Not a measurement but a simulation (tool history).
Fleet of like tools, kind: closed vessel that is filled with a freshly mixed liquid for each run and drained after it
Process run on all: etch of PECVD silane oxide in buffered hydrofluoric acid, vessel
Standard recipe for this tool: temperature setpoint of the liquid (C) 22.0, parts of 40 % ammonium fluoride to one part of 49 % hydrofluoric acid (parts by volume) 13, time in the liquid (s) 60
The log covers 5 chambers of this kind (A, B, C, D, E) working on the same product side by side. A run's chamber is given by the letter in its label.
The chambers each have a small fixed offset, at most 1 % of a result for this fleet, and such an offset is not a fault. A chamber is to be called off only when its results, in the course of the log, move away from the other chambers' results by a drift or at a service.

run	day	temperature setpoint of the liquid (C)	parts of 40 % ammonium fluoride to one part of 49 % hydrofluoric acid (parts by volume)	time in the liquid (s)	read-back film thickness of the PECVD silane oxide reference wafer, read on the same gauge (nm)	thickness taken off the PECVD silane oxide on a monitor wafer (angstrom)
1D	0.475	22.0	13	60	60.045	631.20
2B	0.838	22.0	13	60	60.021	626.81
3C	1.350	22.0	13	60	60.017	631.71
4A	1.704	22.0	13	60	60.005	636.39
5E	2.158	22.0	13	60	59.949	631.53
# day 2.333: chamber B: thermometer replaced
6B	2.679	22.0	13	60	59.971	631.08
7C	2.983	22.0	13	60	60.007	636.54
8A	3.325	26.5	13	60	60.007	806.53
9E	3.629	26.5	13	60	59.976	806.12
10D	3.938	26.5	13	60	59.996	804.74
11C	4.221	26.5	13	60	60.033	805.10
12A	4.792	26.5	13	60	59.993	811.14
13E	5.117	22.0	13	60	59.990	628.07
14B	5.721	22.0	13	60	60.016	629.98
15D	6.175	25.0	13	60	60.000	740.35
# day 6.608: chamber D: hydrofluoric acid flow meter replaced
16A	6.638	25.0	13	60	60.013	745.72
17B	7.221	25.0	13	60	59.990	744.11
# day 7.654: chamber A: hydrofluoric acid flow meter replaced
18E	7.796	25.0	13	60	60.001	743.24
19D	8.325	25.0	13	60	59.972	744.64
20C	8.667	22.0	13	60	60.003	635.41
21A	9.046	22.0	13	60	59.978	631.96
22B	9.654	22.0	13	60	60.030	627.32
# day 9.871: chamber E: thermometer replaced
23E	9.942	22.0	13	60	60.014	629.48
24D	10.538	22.0	13	60	60.043	629.68
25C	11.071	22.0	9	90	59.993	1319.40
26C	11.596	22.0	9	90	59.970	1315.10
27B	12.108	22.0	9	90	59.988	1299.20
28A	12.696	22.0	9	90	59.983	1303.20
29D	13.092	22.0	9	90	59.973	1296.10
30E	13.375	24.0	13	60	59.964	703.56
31B	13.725	24.0	13	60	60.002	705.00
32E	14.279	24.0	13	60	59.996	707.45

Has any chamber moved away from the others, gradually or after a service, or does the common gauge drift, or do the chambers differ only by their own small steady offsets? State the chamber and the most likely cause if one applies.

The fleet is healthy, with each chamber sitting at its usual small offset and no drift in the gauge.
